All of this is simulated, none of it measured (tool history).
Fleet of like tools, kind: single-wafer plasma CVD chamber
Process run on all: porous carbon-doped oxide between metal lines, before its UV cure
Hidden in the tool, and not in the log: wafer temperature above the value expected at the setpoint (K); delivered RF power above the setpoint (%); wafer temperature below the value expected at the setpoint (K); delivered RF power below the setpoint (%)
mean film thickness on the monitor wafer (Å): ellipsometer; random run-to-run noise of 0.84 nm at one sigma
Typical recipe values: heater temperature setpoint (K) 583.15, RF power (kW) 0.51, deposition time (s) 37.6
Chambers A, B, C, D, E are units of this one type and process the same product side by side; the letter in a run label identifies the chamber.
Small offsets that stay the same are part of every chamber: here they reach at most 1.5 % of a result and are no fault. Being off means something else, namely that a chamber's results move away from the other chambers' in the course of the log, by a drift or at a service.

run,hour,heater temperature setpoint (K),RF power (kW),deposition time (s),hours since the last thermocouple change,hours since the last RF generator calibration,"read-back reference wafer on the same gauge, thickness_nm",mean film thickness on the monitor wafer (Å)
1A,5,583.15,0.51,37.6,528.5,1066.3,230.79,1945.1
2C,10.3,583.15,0.51,37.6,605.1,570.1,230.83,1950.9
3D,14.4,583.15,0.51,37.6,355.8,1400.9,231.04,1957.6
4B,18,583.15,0.51,37.6,934.5,561,231.1,1940.9
5E,23.2,583.15,0.51,37.6,359.6,643.3,230.6,1937.2
6A,26.9,583.15,0.51,37.6,550.4,1088.2,231.29,1952.2
7D,30.1,583.15,0.51,37.6,371.5,1416.6,230.92,1969.8
8E,33.2,583.15,0.51,37.6,369.6,653.3,231.06,1952
9B,37.8,583.15,0.51,37.6,954.3,580.8,230.92,1932
10C,42.3,583.15,0.51,37.6,637.1,602.1,231.14,1929.2
11E,46.3,583.15,0.51,37.6,382.7,666.4,230.91,1950.4
12B,50.4,583.15,0.51,37.6,966.9,593.4,230.91,1952.8
13D,55.3,583.15,0.51,37.6,396.7,1441.8,230.71,1955.6
14A,60.3,583.15,0.51,37.6,583.8,1121.6,231.16,1956.5
15C,63.5,583.15,0.51,37.6,658.3,623.3,231.01,1919.6
16C,66.9,583.15,0.51,37.6,661.7,626.7,230.89,1932
17B,69.8,583.15,0.51,37.6,986.3,612.8,231.34,1949.6
18D,73.1,583.15,0.51,37.6,414.5,1459.6,231.25,1967.9
19E,77.9,592.15,0.51,37.6,414.3,698,230.82,1846.1
20A,82.3,592.15,0.51,37.6,605.8,1143.6,230.87,1843.4
21C,85.1,592.15,0.51,37.6,679.9,644.9,230.95,1829.9
22D,88.6,592.15,0.51,37.6,430,1475.1,230.92,1870.5
23B,92.8,592.15,0.51,37.6,1009.3,635.8,231.01,1858.5
24E,97.7,583.15,0.51,37.6,434.1,717.8,231.03,1934.1
25A,102.5,583.15,0.51,37.6,626,1163.8,231.16,1931.2
26D,107.3,583.15,0.51,37.6,448.7,1493.8,231.25,1948.2
27E,111.2,583.15,0.51,37.6,447.6,731.3,230.96,1936.2
28A,114.8,583.15,0.58,40,638.3,1176.1,231.02,2246.9
29C,118.3,583.15,0.58,40,713.1,678.1,230.81,2201.3
30B,121.9,583.15,0.58,40,1038.4,664.9,230.89,2268.7
31A,125.5,583.15,0.58,40,649,1186.8,231.05,2255.2
32D,130.8,583.15,0.58,40,472.2,1517.3,231.07,2261.8
33E,134.8,583.15,0.51,37.6,471.2,754.9,230.96,1955.1
34C,139.1,583.15,0.51,37.6,733.9,698.9,230.91,1875.7
35B,142.1,569.15,0.51,37.6,1058.6,685.1,230.73,2096.2
36B,146.3,569.15,0.51,37.6,1062.8,689.3,230.76,2102.3
37C,150.5,569.15,0.51,37.6,745.3,710.3,231.05,2037
38D,152.9,569.15,0.51,37.6,494.3,1539.4,230.96,2116.1
39A,156.4,569.15,0.51,37.6,679.9,1217.7,230.96,2100

Has any chamber moved away from the others, gradually or after a service, or does the common gauge drift, or do the chambers differ only by their own small steady offsets? State the chamber and the most likely cause if one applies.

It is chamber C that slowly wanders off from its peers.
What lies behind it: delivered RF power below the setpoint (%) = 4.93.
The log may not tell that from: wafer temperature above the value expected at the setpoint (K).

Chamber C could run next with any of the 4 candidate recipes listed below; each alters the usual settings, and their results appear as question marks. Which one brings its results back in line with what the other chambers deliver on the usual settings?
In-line tolerance around the mean of the other chambers on the usual settings: mean film thickness on the monitor wafer (Å) 30
40C-1,160.3,575.15,0.51,37.6,,,,?
40C-2,160.3,598.15,0.51,37.6,,,,?
40C-3,160.3,581.15,0.53,39.5,,,,?
40C-4,160.3,585.15,0.485,37.6,,,,?

Mean of the other chambers on the usual settings: mean film thickness on the monitor wafer (Å) 1948.6
run,mean film thickness on the monitor wafer (Å)
40C-1,1951.6
40C-2,1729.2
40C-3,2033.2
40C-4,1785.4
Change 40C-1 lands the chamber within the allowed miss of the other chambers.

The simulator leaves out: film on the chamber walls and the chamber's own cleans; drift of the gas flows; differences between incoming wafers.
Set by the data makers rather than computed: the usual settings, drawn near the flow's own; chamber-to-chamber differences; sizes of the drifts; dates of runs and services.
